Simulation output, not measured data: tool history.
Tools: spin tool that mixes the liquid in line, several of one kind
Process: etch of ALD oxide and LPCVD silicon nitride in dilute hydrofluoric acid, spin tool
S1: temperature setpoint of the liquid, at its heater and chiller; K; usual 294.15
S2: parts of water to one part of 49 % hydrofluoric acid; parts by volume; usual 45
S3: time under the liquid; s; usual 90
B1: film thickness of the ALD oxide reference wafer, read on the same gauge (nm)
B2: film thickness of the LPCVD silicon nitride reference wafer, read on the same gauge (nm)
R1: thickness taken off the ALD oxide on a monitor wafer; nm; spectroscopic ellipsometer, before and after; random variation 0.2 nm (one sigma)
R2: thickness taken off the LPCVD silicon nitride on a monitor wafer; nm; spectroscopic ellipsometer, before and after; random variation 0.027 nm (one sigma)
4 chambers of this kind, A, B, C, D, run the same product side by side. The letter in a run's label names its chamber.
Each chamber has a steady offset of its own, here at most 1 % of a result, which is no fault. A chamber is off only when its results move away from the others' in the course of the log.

run	hour	S1	S2	S3	B1	B2	R1	R2
1A	7.9	294.15	45	90	119.97	120.07	42.320	0.84884
2B	19.0	294.15	45	90	120.02	120.02	42.062	0.89159
3C	26.4	294.15	45	90	119.98	120.02	42.116	0.87246
4D	34.3	294.15	45	90	120.03	119.97	41.503	0.90317
5B	45.6	294.15	45	90	120.04	120.01	42.660	0.87474
6D	51.2	296.15	35	90	120.03	120.06	58.832	1.23190
7C	57.3	296.15	35	90	120.01	120.04	59.225	1.37730
8A	66.3	296.15	35	90	120.03	120.01	59.748	1.35270
9C	76.0	296.15	35	90	120.04	119.98	59.515	1.31810
10B	86.4	294.15	45	90	120.03	120.00	42.111	0.88982
11A	94.7	294.15	45	90	120.05	119.96	42.405	0.86342
12D	100.2	294.15	45	90	120.01	120.00	41.127	0.87798
# hour 100.5: chamber A: thermometer replaced
13C	110.7	294.15	45	90	119.97	119.98	42.034	0.86750
14D	119.3	294.15	45	90	120.02	119.99	41.593	0.86272
15B	125.3	294.15	45	45	120.01	120.00	21.152	0.42857
16A	130.3	294.15	45	45	120.02	120.00	21.036	0.42034
17D	141.3	294.15	45	45	119.97	120.01	20.455	0.41853
18A	147.9	294.15	45	45	119.99	120.00	21.323	0.46379
19B	152.8	294.15	45	90	120.00	119.97	41.899	0.87786
20C	159.3	294.15	45	90	119.98	119.97	41.823	0.87941
21D	167.0	294.15	45	90	119.98	120.00	40.459	0.79140
22B	176.1	294.15	45	90	120.02	119.95	42.272	0.86918
23A	185.3	294.15	45	90	119.99	120.01	42.081	0.91610
24C	194.6	294.15	45	90	120.00	120.00	42.090	0.90399
25B	204.8	294.15	45	90	119.92	120.00	41.998	0.89012
26A	214.0	294.15	45	90	120.00	119.97	42.000	0.90177
27D	221.0	294.15	45	90	119.96	119.98	40.217	0.83474
28C	226.6	294.15	45	90	120.03	120.02	41.941	0.88477
29C	232.7	294.15	45	90	120.00	120.01	41.395	0.93170
30A	239.6	294.15	45	90	119.97	120.02	42.327	0.85844
31B	246.6	294.15	45	90	120.01	120.03	42.551	0.87466
32D	255.9	290.15	25	90	120.05	120.02	61.161	1.10510

Is one chamber off against the others, does the gauge drift, or is nothing wrong? If a chamber is off, say which, and what the likeliest cause is.

Chamber D drifts away from the others.
Cause: hydrofluoric acid flow below the setpoint (%) = 5.62.

Here are 4 candidates for chamber D's next run, each the usual settings with a change, their results left as question marks. Which one brings its results back in line with what the others give on the usual settings?
In line means no further than this from the other chambers' mean on the usual settings: R1 0.710 nm; R2 0.09500 nm
33D-1	264.0	293.65	45	90			?	?
33D-2	264.0	294.65	45	90			?	?
33D-3	264.0	294.15	45	85			?	?
33D-4	264.0	294.15	45	95			?	?

The other chambers' mean on the usual settings: R1 42.075 nm; R2 0.88432 nm
run	R1	R2
33D-1	38.749	0.82164
33D-2	40.421	0.88039
33D-3	37.379	0.80331
33D-4	41.777	0.89781
33D-4 brings the chamber back in line.

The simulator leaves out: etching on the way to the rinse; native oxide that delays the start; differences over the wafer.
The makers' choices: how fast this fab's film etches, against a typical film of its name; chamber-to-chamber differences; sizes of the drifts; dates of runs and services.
